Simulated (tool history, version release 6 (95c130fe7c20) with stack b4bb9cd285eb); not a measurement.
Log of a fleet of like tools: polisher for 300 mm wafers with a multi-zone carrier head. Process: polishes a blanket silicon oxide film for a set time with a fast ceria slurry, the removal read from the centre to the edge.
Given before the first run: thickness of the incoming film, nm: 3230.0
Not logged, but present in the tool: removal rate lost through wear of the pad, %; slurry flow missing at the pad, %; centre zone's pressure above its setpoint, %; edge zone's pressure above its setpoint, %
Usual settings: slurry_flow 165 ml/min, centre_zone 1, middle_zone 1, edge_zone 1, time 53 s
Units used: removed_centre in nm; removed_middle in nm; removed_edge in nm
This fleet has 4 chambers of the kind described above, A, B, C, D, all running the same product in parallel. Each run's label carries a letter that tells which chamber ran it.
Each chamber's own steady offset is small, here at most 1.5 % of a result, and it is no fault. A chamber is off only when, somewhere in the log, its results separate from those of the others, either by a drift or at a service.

run	hour	slurry_flow	centre_zone	middle_zone	edge_zone	time	wafers polished on this pad	hours since the slurry nozzle was cleaned	hours since the centre zone pressure was calibrated	hours since the edge zone pressure was calibrated	removed_centre	removed_middle	removed_edge
# hour 0.1: chamber D: worn pad replaced by a new one
1B	6.8	165	1	1	1	53	772	36.8	381.6	925.7	710.34	709.92	709.46
2A	11.9	165	1	1	1	53	312	694.3	402.8	152.2	704.15	692.94	706.59
3D	14.9	165	1	1	1	53	112	364.5	1181.4	1477.5	701.59	710.97	699.92
4C	20.2	165	1	1	1	53	574	456	348	1228.4	695.74	688.76	697.64
5B	24.5	165	1	1	1	53	907	54.5	399.3	943.4	719.24	709.12	706.9
6D	28.9	165	1	1	1	53	219	378.5	1195.4	1491.5	707.36	700.24	701.2
7C	34.9	165	1	1	1	53	686	470.7	362.7	1243.1	692.8	682.99	710.02
# hour 39.7: chamber B: worn pad replaced by a new one
8A	40	165	1	1	1	53	526	722.4	430.9	180.3	701.5	699.75	702.31
9D	44	165	1	1	1	53	334	393.6	1210.5	1506.6	708.65	708.96	716.96
# hour 48.3: chamber C: worn pad replaced by a new one
10B	50	165	1.05	1.08	1	53	78	80	424.8	968.9	742.86	764.83	701.67
11A	53.8	165	1.05	1.08	1	53	631	736.2	444.7	194.1	728.87	750.49	716.51
# hour 57.3: chamber A: centre zone pressure recalibrated
12C	58.8	165	1.05	1.08	1	53	80	494.6	386.6	1267	737.68	742.99	697.87
13D	64.5	165	1.05	1.08	1	53	490	414.1	1231	1527.1	725.46	761.91	701.54
# hour 67.4: chamber D: edge zone pressure recalibrated
14A	69.7	165	1	1	1	53	752	752.1	12.4	210	770.35	698.66	710.54
15C	73.8	200	0.95	1	1	53	194	509.6	401.6	1282	682.59	710.58	721.57
16B	78.7	200	0.95	1	1	53	297	108.7	453.5	997.6	679.04	735.92	733.93
17D	82.6	200	0.95	1	1	53	628	432.2	1249.1	15.2	689.53	735.61	716.28
18A	87.1	200	0.95	1	1	53	884	769.5	29.8	227.4	737.7	736.86	709.71
19C	90.8	165	1	1	1	53	323	526.6	418.6	1299	694.65	699.72	702.21
20B	97.5	165	1	1	1	53	440	127.5	472.3	1016.4	705.86	702.23	700.03
# hour 100.4: chamber D: worn pad replaced by a new one
21A	104.3	165	1	1	1	53	1015	786.7	47	244.6	779.67	676.57	700.1
22D	107.5	165	1	1	1	53	54	457.1	1274	40.1	706.81	711.11	705.24
23C	111.7	165	1	1	1	53	482	547.5	439.5	1319.9	696	682.31	704.51
# hour 112.8: chamber A: worn pad replaced by a new one
24B	116.6	165	1	1	1	53	585	146.6	491.4	1035.5	708.78	696.98	708.36
25B	120.9	165	1	1	1	53	618	150.9	495.7	1039.8	704.41	719.76	705.47
26A	125.1	165	1	1	1	53	93	807.5	67.8	265.4	783.9	688.01	716.7
27D	131.2	165	1	1	1	53	234	480.8	1297.7	63.8	684.44	698.71	701.5
28C	137.8	165	1	1	1	53	681	573.6	465.6	1346	696.55	693.66	701.82
# hour 139.7: chamber A: slurry nozzle cleaned
29B	142.9	165	1	1	1	53	785	172.9	517.7	1061.8	699.99	709.44	700.96
30D	146	115	0.93	1	1	53	347	495.6	1312.5	78.6	598.83	662.53	653.55
31C	150.2	115	0.93	1	1	53	775	586	478	1358.4	576.93	635.89	657.61
32A	155.3	115	0.93	1	1	53	323	15.6	98	295.6	659.36	647.26	674.83
# hour 159.2: chamber C: worn pad replaced by a new one
33C	161.7	115	0.93	1	1	53	19	597.5	489.5	1369.9	577.87	661.26	662.99

Read the log: is a single chamber off, either drifting away or since a service, is the gauge that measures every chamber drifting, or is nothing wrong beyond small per-chamber offsets? Name any odd chamber and what most likely caused it.

A service on chamber A put it out of line with the rest.
What lies behind it: centre zone's pressure above its setpoint, % = 9.28.

Chamber A could run next with any of the 4 candidate recipes listed below; each alters the usual settings, and their results appear as question marks. Which one brings its results back in line with what the other chambers deliver on the usual settings?
To be in line, a result may differ from the other chambers' mean on the usual settings by at most: removed_centre 30 nm; removed_middle 34 nm; removed_edge 21 nm
34A-1	166.6	165	1.02	0.99	1	53					?	?	?
34A-2	166.6	165	0.98	1.01	1	53					?	?	?
34A-3	166.6	160	0.93	1.02	1.02	52					?	?	?
34A-4	166.6	170	1.07	0.98	0.98	54					?	?	?

The mean the other chambers reach with the usual settings: removed_centre 700.13 nm; removed_middle 704.36 nm; removed_edge 703.04 nm
run	removed_centre	removed_middle	removed_edge
34A-1	792.2	695.39	708.87
34A-2	758.93	708.64	708.66
34A-3	699.4	698.08	699.68
34A-4	854.53	705.24	717.46
With 34A-3, the chamber falls back in line with the rest.
